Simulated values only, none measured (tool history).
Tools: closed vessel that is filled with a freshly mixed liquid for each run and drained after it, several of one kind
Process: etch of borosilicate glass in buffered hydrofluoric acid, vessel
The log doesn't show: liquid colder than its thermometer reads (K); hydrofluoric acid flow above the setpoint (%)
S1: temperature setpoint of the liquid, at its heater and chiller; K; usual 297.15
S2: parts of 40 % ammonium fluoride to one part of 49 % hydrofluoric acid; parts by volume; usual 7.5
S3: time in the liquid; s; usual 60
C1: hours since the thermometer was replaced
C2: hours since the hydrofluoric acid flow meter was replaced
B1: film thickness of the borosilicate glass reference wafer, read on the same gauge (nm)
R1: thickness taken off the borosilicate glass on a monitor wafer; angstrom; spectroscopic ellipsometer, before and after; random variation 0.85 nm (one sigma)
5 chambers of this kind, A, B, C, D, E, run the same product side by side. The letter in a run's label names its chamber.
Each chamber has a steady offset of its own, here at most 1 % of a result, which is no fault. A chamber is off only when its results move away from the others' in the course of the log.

run   hour      S1   S2  S3      C1      C2      B1       R1
       8.1  -- chamber A: thermometer replaced
 1E   10.6  297.15  7.5  60  1987.6   351.3  139.99   950.88
 2A   19.1  297.15  7.5  60    11.1  1652.6  140.01   985.22
 3B   25.2  297.15  7.5  60   243.6  2210.0  139.99   972.95
      25.8  -- chamber D: hydrofluoric acid flow meter replaced
      35.9  -- chamber C: hydrofluoric acid flow meter replaced
 4C   38.5  297.15  7.5  60   261.0     2.6  140.01   978.32
 5D   45.4  297.15  7.5  60    46.0    19.6  139.97   956.32
 6D   51.3  297.15  7.5  60    51.9    25.5  140.00   975.11
 7C   58.0  297.15  7.5  60   280.5    22.1  140.00   967.80
 8E   66.0  297.15  7.5  60  2043.0   406.7  139.98   961.52
 9A   77.5  297.15  7.5  60    69.5  1711.0  140.04   980.23
10B   84.9  297.15  7.5  60   303.3  2269.7  139.98   975.99
11D   90.9  297.15  7.5  60    91.5    65.1  139.97   959.88
      98.8  -- chamber B: hydrofluoric acid flow meter replaced
12B  100.2  297.15  7.5  60   318.6     1.5  139.97   969.60
13E  107.1  297.15  7.5  60  2084.1   447.8  140.00   967.71
14A  113.0  297.15  7.5  60   105.0  1746.5  140.00   979.62
     115.5  -- chamber A: hydrofluoric acid flow meter replaced
15C  124.5  297.15  7.5  60   347.0    88.6  140.03   973.98
     133.6  -- chamber E: thermometer replaced
16C  133.6  297.15  7.5  60   356.1    97.7  139.96   993.82
17D  143.6  297.15  7.5  60   144.2   117.8  139.94   962.09
18A  154.9  297.15  7.5  60   146.9    39.4  139.94   980.82
19B  167.7  297.15  7.5  60   386.1    69.0  139.97   966.76
20E  180.0  297.15  7.5  60    46.4   520.7  139.95   964.39
21E  188.4  297.15  7.5  60    54.8   529.1  139.98   970.53
22D  195.7  297.15  7.5  60   196.3   169.9  140.00   979.72
23B  201.9  297.15  7.5  60   420.3   103.2  139.95   980.45
24A  207.9  297.15  7.5  60   199.9    92.4  140.03   972.18
25C  214.6  297.15  7.5  60   437.1   178.7  140.02   985.02
26D  221.2  297.15  7.5  60   221.8   195.4  140.00   975.62
27E  230.4  297.15  7.5  60    96.8   571.1  139.98   971.30
28C  240.1  297.15  7.5  60   462.6   204.2  139.99   984.17
29A  248.4  297.15  7.5  60   240.4   132.9  139.96   982.99
30B  261.2  297.15  7.5  60   479.6   162.5  139.98   956.41
31B  271.9  297.15  7.5  60   490.3   173.2  140.00   986.14
32E  280.9  297.15  7.5  60   147.3   621.6  140.02   960.84
33A  293.0  297.15  7.5  60   285.0   177.5  140.04   974.52
34D  305.9  297.15  7.5  60   306.5   280.1  139.99   968.55
35C  318.3  301.15  9.0  60   540.8   282.4  140.00   989.02
36C  325.8  301.15  9.0  60   548.3   289.9  139.95  1011.50
37A  338.1  301.15  9.0  60   330.1   222.6  139.99   991.97
38D  344.9  301.15  9.0  60   345.5   319.1  140.02   974.95
39B  352.2  301.15  9.0  60   570.6   253.5  139.97  1003.70

What goes on in this fleet: one chamber off, a drifting gauge, or nothing beyond the chambers' own small offsets? Name the chamber and the cause, if any.

No chamber stands off beyond its own small offset, and the gauge holds steady.
